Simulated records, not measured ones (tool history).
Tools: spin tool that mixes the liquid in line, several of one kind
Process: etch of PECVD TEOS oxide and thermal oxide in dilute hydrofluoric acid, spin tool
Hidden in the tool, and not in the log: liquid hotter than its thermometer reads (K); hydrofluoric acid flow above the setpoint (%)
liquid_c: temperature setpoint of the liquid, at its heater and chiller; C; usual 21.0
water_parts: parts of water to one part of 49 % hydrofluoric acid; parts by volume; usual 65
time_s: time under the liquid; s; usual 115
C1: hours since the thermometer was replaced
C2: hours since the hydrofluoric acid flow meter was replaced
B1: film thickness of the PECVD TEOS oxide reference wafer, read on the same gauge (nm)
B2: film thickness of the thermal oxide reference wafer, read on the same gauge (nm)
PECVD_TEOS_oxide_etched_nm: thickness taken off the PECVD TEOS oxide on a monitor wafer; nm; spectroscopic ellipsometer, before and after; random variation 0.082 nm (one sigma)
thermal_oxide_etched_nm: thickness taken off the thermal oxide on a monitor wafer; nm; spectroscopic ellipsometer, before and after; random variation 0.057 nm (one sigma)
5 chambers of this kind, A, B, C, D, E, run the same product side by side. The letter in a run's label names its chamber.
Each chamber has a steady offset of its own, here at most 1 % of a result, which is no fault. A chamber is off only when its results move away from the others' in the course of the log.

Run 1B, hour 6.9: usual settings; C1 1763.9; C2 422.3; B1 40.008; B2 79.960. Result: PECVD_TEOS_oxide_etched_nm 20.965 nm, thermal_oxide_etched_nm 7.5502 nm.
Run 2D, hour 12.2: usual settings; C1 2849.9; C2 219.6; B1 40.006; B2 80.012. Result: PECVD_TEOS_oxide_etched_nm 20.705 nm, thermal_oxide_etched_nm 7.3888 nm.
Run 3A, hour 16.1: usual settings; C1 1007.1; C2 757.5; B1 39.990; B2 79.994. Result: PECVD_TEOS_oxide_etched_nm 20.897 nm, thermal_oxide_etched_nm 7.5522 nm.
Run 4C, hour 21.1: usual settings; C1 489.5; C2 1439.0; B1 40.008; B2 79.994. Result: PECVD_TEOS_oxide_etched_nm 20.937 nm, thermal_oxide_etched_nm 7.5723 nm.
Run 5E, hour 27.2: usual settings but liquid_c 18.5 C; C1 196.5; C2 1192.3; B1 39.962; B2 80.012. Result: PECVD_TEOS_oxide_etched_nm 18.503 nm, thermal_oxide_etched_nm 6.7803 nm.
At hour 31.6: chamber C: hydrofluoric acid flow meter replaced.
Run 6C, hour 33.9: usual settings but liquid_c 18.5 C; C1 502.3; C2 2.4; B1 39.988; B2 79.997. Result: PECVD_TEOS_oxide_etched_nm 18.838 nm, thermal_oxide_etched_nm 6.7006 nm.
Run 7E, hour 40.2: usual settings but liquid_c 18.5 C; C1 209.5; C2 1205.3; B1 40.009; B2 79.977. Result: PECVD_TEOS_oxide_etched_nm 18.543 nm, thermal_oxide_etched_nm 6.8312 nm.
At hour 45.7: chamber E: hydrofluoric acid flow meter replaced.
Run 8D, hour 45.7: usual settings but liquid_c 18.5 C; C1 2883.4; C2 253.1; B1 39.999; B2 79.998. Result: PECVD_TEOS_oxide_etched_nm 18.683 nm, thermal_oxide_etched_nm 6.7774 nm.
Run 9A, hour 52.1: usual settings but liquid_c 18.5 C; C1 1043.1; C2 793.5; B1 40.023; B2 79.991. Result: PECVD_TEOS_oxide_etched_nm 18.741 nm, thermal_oxide_etched_nm 6.7731 nm.
Run 10B, hour 56.8: usual settings but liquid_c 24.5 C; C1 1813.8; C2 472.2; B1 40.010; B2 79.979. Result: PECVD_TEOS_oxide_etched_nm 24.026 nm, thermal_oxide_etched_nm 8.5392 nm.
Run 11D, hour 60.8: usual settings but liquid_c 24.5 C; C1 2898.5; C2 268.2; B1 39.998; B2 79.978. Result: PECVD_TEOS_oxide_etched_nm 23.874 nm, thermal_oxide_etched_nm 8.6051 nm.
Run 12B, hour 66.4: usual settings but liquid_c 24.5 C; C1 1823.4; C2 481.8; B1 39.997; B2 79.979. Result: PECVD_TEOS_oxide_etched_nm 24.068 nm, thermal_oxide_etched_nm 8.6369 nm.
Run 13C, hour 72.8: usual settings but liquid_c 24.5 C; C1 541.2; C2 41.3; B1 39.988; B2 79.995. Result: PECVD_TEOS_oxide_etched_nm 24.086 nm, thermal_oxide_etched_nm 8.7346 nm.
Run 14E, hour 76.3: usual settings but liquid_c 24.5 C; C1 245.6; C2 30.6; B1 39.964; B2 80.023. Result: PECVD_TEOS_oxide_etched_nm 23.835 nm, thermal_oxide_etched_nm 8.7410 nm.
Run 15A, hour 82.8: usual settings but liquid_c 17.0 C, water_parts 50 parts by volume; C1 1073.8; C2 824.2; B1 39.999; B2 80.008. Result: PECVD_TEOS_oxide_etched_nm 23.328 nm, thermal_oxide_etched_nm 8.2271 nm.
Run 16D, hour 87.0: usual settings but liquid_c 17.0 C, water_parts 50 parts by volume; C1 2924.7; C2 294.4; B1 40.004; B2 80.022. Result: PECVD_TEOS_oxide_etched_nm 23.371 nm, thermal_oxide_etched_nm 8.4115 nm.
Run 17A, hour 90.8: usual settings but liquid_c 17.0 C, water_parts 50 parts by volume; C1 1081.8; C2 832.2; B1 39.983; B2 79.984. Result: PECVD_TEOS_oxide_etched_nm 23.266 nm, thermal_oxide_etched_nm 8.4155 nm.
Run 18B, hour 95.9: usual settings but liquid_c 17.0 C, water_parts 50 parts by volume; C1 1852.9; C2 511.3; B1 39.968; B2 80.015. Result: PECVD_TEOS_oxide_etched_nm 23.208 nm, thermal_oxide_etched_nm 8.3233 nm.
Run 19E, hour 101.1: usual settings but liquid_c 17.0 C, water_parts 50 parts by volume; C1 270.4; C2 55.4; B1 40.011; B2 80.017. Result: PECVD_TEOS_oxide_etched_nm 23.205 nm, thermal_oxide_etched_nm 8.4110 nm.
Run 20C, hour 108.4: usual settings but liquid_c 24.5 C, water_parts 50 parts by volume; C1 576.8; C2 76.9; B1 40.008; B2 80.003. Result: PECVD_TEOS_oxide_etched_nm 32.152 nm, thermal_oxide_etched_nm 11.6490 nm.
Run 21A, hour 115.7: usual settings but liquid_c 24.5 C, water_parts 50 parts by volume; C1 1106.7; C2 857.1; B1 39.997; B2 80.017. Result: PECVD_TEOS_oxide_etched_nm 31.854 nm, thermal_oxide_etched_nm 11.5110 nm.
Run 22D, hour 121.7: usual settings but liquid_c 24.5 C, water_parts 50 parts by volume; C1 2959.4; C2 329.1; B1 39.992; B2 80.005. Result: PECVD_TEOS_oxide_etched_nm 31.913 nm, thermal_oxide_etched_nm 11.5190 nm.
Run 23C, hour 126.9: usual settings but liquid_c 24.5 C, water_parts 50 parts by volume; C1 595.3; C2 95.4; B1 40.019; B2 79.999. Result: PECVD_TEOS_oxide_etched_nm 32.097 nm, thermal_oxide_etched_nm 11.6720 nm.
Run 24E, hour 133.8: usual settings but liquid_c 24.5 C, water_parts 50 parts by volume; C1 303.1; C2 88.1; B1 39.986; B2 80.016. Result: PECVD_TEOS_oxide_etched_nm 31.718 nm, thermal_oxide_etched_nm 11.5260 nm.
Run 25B, hour 137.7: usual settings; C1 1894.7; C2 553.1; B1 40.000; B2 80.009. Result: PECVD_TEOS_oxide_etched_nm 20.824 nm, thermal_oxide_etched_nm 7.4844 nm.
Run 26C, hour 141.6: usual settings; C1 610.0; C2 110.1; B1 40.024; B2 80.015. Result: PECVD_TEOS_oxide_etched_nm 20.925 nm, thermal_oxide_etched_nm 7.5494 nm.
Run 27D, hour 148.3: usual settings but water_parts 50 parts by volume; C1 2986.0; C2 355.7; B1 40.003; B2 80.025. Result: PECVD_TEOS_oxide_etched_nm 27.516 nm, thermal_oxide_etched_nm 9.8989 nm.
Run 28E, hour 154.1: usual settings but water_parts 50 parts by volume; C1 323.4; C2 108.4; B1 39.993; B2 80.013. Result: PECVD_TEOS_oxide_etched_nm 27.508 nm, thermal_oxide_etched_nm 10.1600 nm.
Run 29A, hour 159.2: usual settings but water_parts 50 parts by volume; C1 1150.2; C2 900.6; B1 39.970; B2 80.007. Result: PECVD_TEOS_oxide_etched_nm 27.326 nm, thermal_oxide_etched_nm 9.8324 nm.
Run 30B, hour 165.9: usual settings but water_parts 50 parts by volume; C1 1922.9; C2 581.3; B1 40.009; B2 79.993. Result: PECVD_TEOS_oxide_etched_nm 27.476 nm, thermal_oxide_etched_nm 9.8650 nm.
Run 31C, hour 173.6: usual settings but water_parts 50 parts by volume; C1 642.0; C2 142.1; B1 40.008; B2 80.008. Result: PECVD_TEOS_oxide_etched_nm 27.743 nm, thermal_oxide_etched_nm 10.0260 nm.
Run 32E, hour 179.4: usual settings; C1 348.7; C2 133.7; B1 40.002; B2 80.003. Result: PECVD_TEOS_oxide_etched_nm 20.626 nm, thermal_oxide_etched_nm 7.5605 nm.
Run 33A, hour 187.1: usual settings; C1 1178.1; C2 928.5; B1 40.022; B2 80.005. Result: PECVD_TEOS_oxide_etched_nm 20.885 nm, thermal_oxide_etched_nm 7.6325 nm.
Run 34D, hour 192.7: usual settings; C1 3030.4; C2 400.1; B1 40.034; B2 79.993. Result: PECVD_TEOS_oxide_etched_nm 20.713 nm, thermal_oxide_etched_nm 7.4139 nm.
Run 35B, hour 199.5: usual settings; C1 1956.5; C2 614.9; B1 40.001; B2 80.002. Result: PECVD_TEOS_oxide_etched_nm 20.660 nm, thermal_oxide_etched_nm 7.4466 nm.
Run 36A, hour 203.0: usual settings; C1 1194.0; C2 944.4; B1 40.001; B2 80.003. Result: PECVD_TEOS_oxide_etched_nm 20.896 nm, thermal_oxide_etched_nm 7.5052 nm.
Run 37B, hour 209.0: usual settings; C1 1966.0; C2 624.4; B1 39.999; B2 80.023. Result: PECVD_TEOS_oxide_etched_nm 20.886 nm, thermal_oxide_etched_nm 7.5283 nm.
Run 38E, hour 216.1: usual settings; C1 385.4; C2 170.4; B1 40.006; B2 79.975. Result: PECVD_TEOS_oxide_etched_nm 20.625 nm, thermal_oxide_etched_nm 7.5647 nm.
Run 39C, hour 221.2: usual settings; C1 689.6; C2 189.7; B1 40.020; B2 79.998. Result: PECVD_TEOS_oxide_etched_nm 20.883 nm, thermal_oxide_etched_nm 7.5552 nm.
Run 40D, hour 227.1: usual settings; C1 3064.8; C2 434.5; B1 40.021; B2 80.004. Result: PECVD_TEOS_oxide_etched_nm 20.737 nm, thermal_oxide_etched_nm 7.4493 nm.

What goes on in this fleet: one chamber off, a drifting gauge, or nothing beyond the chambers' own small offsets? Name the chamber and the cause, if any.

No chamber stands off beyond its own small offset, and the gauge holds steady.
